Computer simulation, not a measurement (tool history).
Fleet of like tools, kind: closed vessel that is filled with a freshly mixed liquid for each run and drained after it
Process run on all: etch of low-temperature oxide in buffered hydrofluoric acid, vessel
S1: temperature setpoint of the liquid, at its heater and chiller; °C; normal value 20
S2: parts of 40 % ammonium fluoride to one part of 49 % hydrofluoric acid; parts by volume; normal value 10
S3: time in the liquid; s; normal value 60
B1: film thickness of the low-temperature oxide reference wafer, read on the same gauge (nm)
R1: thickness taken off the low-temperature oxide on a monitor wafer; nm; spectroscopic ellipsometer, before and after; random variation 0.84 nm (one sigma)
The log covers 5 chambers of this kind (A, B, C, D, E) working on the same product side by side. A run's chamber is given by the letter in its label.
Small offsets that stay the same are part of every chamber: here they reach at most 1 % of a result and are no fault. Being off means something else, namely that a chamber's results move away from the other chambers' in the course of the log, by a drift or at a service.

Run 1B, hour 12.1: usual settings; B1 89.974. Result: R1 156.35 nm.
Run 2E, hour 20.9: usual settings; B1 90.009. Result: R1 156.57 nm.
Run 3C, hour 28: usual settings; B1 89.982. Result: R1 157.78 nm.
Run 4D, hour 36.5: usual settings; B1 89.995. Result: R1 156.84 nm.
Run 5A, hour 45.7: usual settings; B1 90. Result: R1 157.74 nm.
Run 6E, hour 57.5: usual settings; B1 89.988. Result: R1 155.78 nm.
Run 7D, hour 63.3: usual settings; B1 89.984. Result: R1 156.77 nm.
Run 8C, hour 72.8: usual settings; B1 89.977. Result: R1 157.13 nm.
Run 9B, hour 85.5: usual settings; B1 90.043. Result: R1 157.11 nm.
Run 10A, hour 91.8: usual settings; B1 89.952. Result: R1 157.98 nm.
Run 11B, hour 103.2: usual settings; B1 90.074. Result: R1 157.39 nm.
At hour 109.2: chamber C: hydrofluoric acid flow meter replaced.
Run 12A, hour 109.6: usual settings but S2 11.5 parts by volume, S3 80 s; B1 90.006. Result: R1 185.14 nm.
Run 13E, hour 115.9: usual settings but S2 11.5 parts by volume, S3 80 s; B1 89.938. Result: R1 182.23 nm.
Run 14C, hour 125.2: usual settings but S2 11.5 parts by volume, S3 80 s; B1 90.019. Result: R1 184.4 nm.
At hour 127.2: chamber D: thermometer replaced.
Run 15D, hour 133.4: usual settings but S2 11.5 parts by volume, S3 80 s; B1 89.956. Result: R1 179.93 nm.
Run 16C, hour 145.9: usual settings but S2 11.5 parts by volume, S3 80 s; B1 90.024. Result: R1 186.56 nm.
At hour 153.2: chamber E: thermometer replaced.
Run 17E, hour 157.2: usual settings; B1 90.012. Result: R1 155.63 nm.
Run 18D, hour 167: usual settings but S2 13 parts by volume, S3 40 s; B1 89.955. Result: R1 78.976 nm.
Run 19A, hour 177.2: usual settings but S2 13 parts by volume, S3 40 s; B1 89.991. Result: R1 81.998 nm.
Run 20B, hour 187.5: usual settings but S2 13 parts by volume, S3 40 s; B1 90.009. Result: R1 81.231 nm.
Run 21D, hour 195.3: usual settings but S2 13 parts by volume, S3 40 s; B1 89.999. Result: R1 78.391 nm.
Run 22A, hour 203.7: usual settings but S2 13 parts by volume, S3 40 s; B1 90.013. Result: R1 81.255 nm.
Run 23C, hour 209.3: usual settings; B1 89.984. Result: R1 159.87 nm.
At hour 220: chamber A: thermometer replaced.
Run 24B, hour 220: usual settings; B1 90.01. Result: R1 158.24 nm.
Run 25E, hour 230.6: usual settings but S1 23.5 °C, S3 70 s; B1 90.009. Result: R1 219.45 nm.
Run 26B, hour 236.4: usual settings but S1 23.5 °C, S3 70 s; B1 89.996. Result: R1 222.78 nm.
At hour 240.5: chamber A: hydrofluoric acid flow meter replaced.
Run 27E, hour 248.5: usual settings but S1 23.5 °C, S3 70 s; B1 90.01. Result: R1 222.57 nm.
Run 28C, hour 260.1: usual settings but S1 23.5 °C, S3 70 s; B1 90.025. Result: R1 226 nm.
Run 29D, hour 268.8: usual settings but S1 23.5 °C, S3 70 s; B1 90.038. Result: R1 213.48 nm.
Run 30A, hour 280.1: usual settings; B1 89.958. Result: R1 158.48 nm.
Run 31A, hour 292.6: usual settings; B1 90.02. Result: R1 158.25 nm.
Run 32B, hour 302.3: usual settings; B1 90.009. Result: R1 158.14 nm.
Run 33D, hour 312.4: usual settings; B1 89.987. Result: R1 149.77 nm.

For the next run the whole fleet of 5 chambers uses the same settings. Give each chamber's results:
Run 34A, hour 321.6: usual settings. Result: R1 ?.
Run 34B, hour 321.6: usual settings. Result: R1 ?.
Run 34C, hour 321.6: usual settings. Result: R1 ?.
Run 34D, hour 321.6: usual settings. Result: R1 ?.
Run 34E, hour 321.6: usual settings. Result: R1 ?.

run      R1
34A  158.48
34B  158.24
34C   158.9
34D  147.13
34E   157.4

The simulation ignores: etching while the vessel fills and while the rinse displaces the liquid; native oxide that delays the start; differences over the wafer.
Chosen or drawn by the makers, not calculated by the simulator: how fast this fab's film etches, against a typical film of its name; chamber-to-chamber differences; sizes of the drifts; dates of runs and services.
